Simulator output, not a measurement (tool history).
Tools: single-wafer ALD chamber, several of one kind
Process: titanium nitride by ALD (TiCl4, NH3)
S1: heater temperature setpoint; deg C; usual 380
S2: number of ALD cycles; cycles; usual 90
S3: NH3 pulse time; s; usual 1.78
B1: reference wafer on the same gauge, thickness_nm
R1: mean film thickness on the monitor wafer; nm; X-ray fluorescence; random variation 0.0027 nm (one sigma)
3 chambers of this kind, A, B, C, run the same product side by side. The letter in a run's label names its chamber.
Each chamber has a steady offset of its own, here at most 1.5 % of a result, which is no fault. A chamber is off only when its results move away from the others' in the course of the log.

run,hour,S1,S2,S3,B1,R1
1B,5.4,380,90,1.78,2.2606,1.9087
2C,10.2,380,90,1.78,2.2611,1.9458
3A,14.7,380,90,1.78,2.2619,1.9286
4B,17.2,380,90,1.78,2.2627,1.9062
5A,21.3,380,90,1.78,2.2615,1.9308
6C,26.5,380,90,1.78,2.2625,1.9380
7C,30.6,380,90,1.78,2.2629,1.9450
8A,35.0,380,90,1.78,2.2627,1.9302
9B,37.6,380,90,1.78,2.2638,1.9096
10A,41.6,380,90,1.78,2.2639,1.9328
11B,46.8,380,90,1.78,2.2640,1.9127
12C,51.1,380,90,1.78,2.2647,1.9454
13B,54.9,385,90,1.78,2.2660,1.9261
14A,58.9,385,90,1.78,2.2656,1.9421
15C,61.6,385,90,1.78,2.2657,1.9541
16C,67.5,380,90,1.78,2.2661,1.9517
17A,72.2,380,90,1.78,2.2666,1.9400
18B,77.9,380,90,1.78,2.2671,1.9095
19A,81.7,390,90,1.78,2.2675,1.9587
20B,84.7,390,90,1.78,2.2678,1.9364
21C,88.3,390,90,1.78,2.2679,1.9653
22B,93.9,380,90,1.78,2.2689,1.9179
23A,99.7,380,90,1.78,2.2697,1.9373
24C,105.6,380,90,1.78,2.2701,1.9497
25B,108.1,380,90,1.78,2.2693,1.9148
26A,114.0,380,90,1.78,2.2705,1.9361
27C,118.2,380,90,1.78,2.2713,1.9459
28A,122.2,380,105,1.78,2.2724,2.2617
29B,127.6,380,105,1.78,2.2719,2.2344
30C,133.2,380,105,1.78,2.2720,2.2733

Is one chamber off against the others, does the gauge drift, or is nothing wrong? If a chamber is off, say which, and what the likeliest cause is.

The gauge drifts, so all chambers seem to drift together. No chamber is off.
Cause: gauge reads high (%) = 0.57.
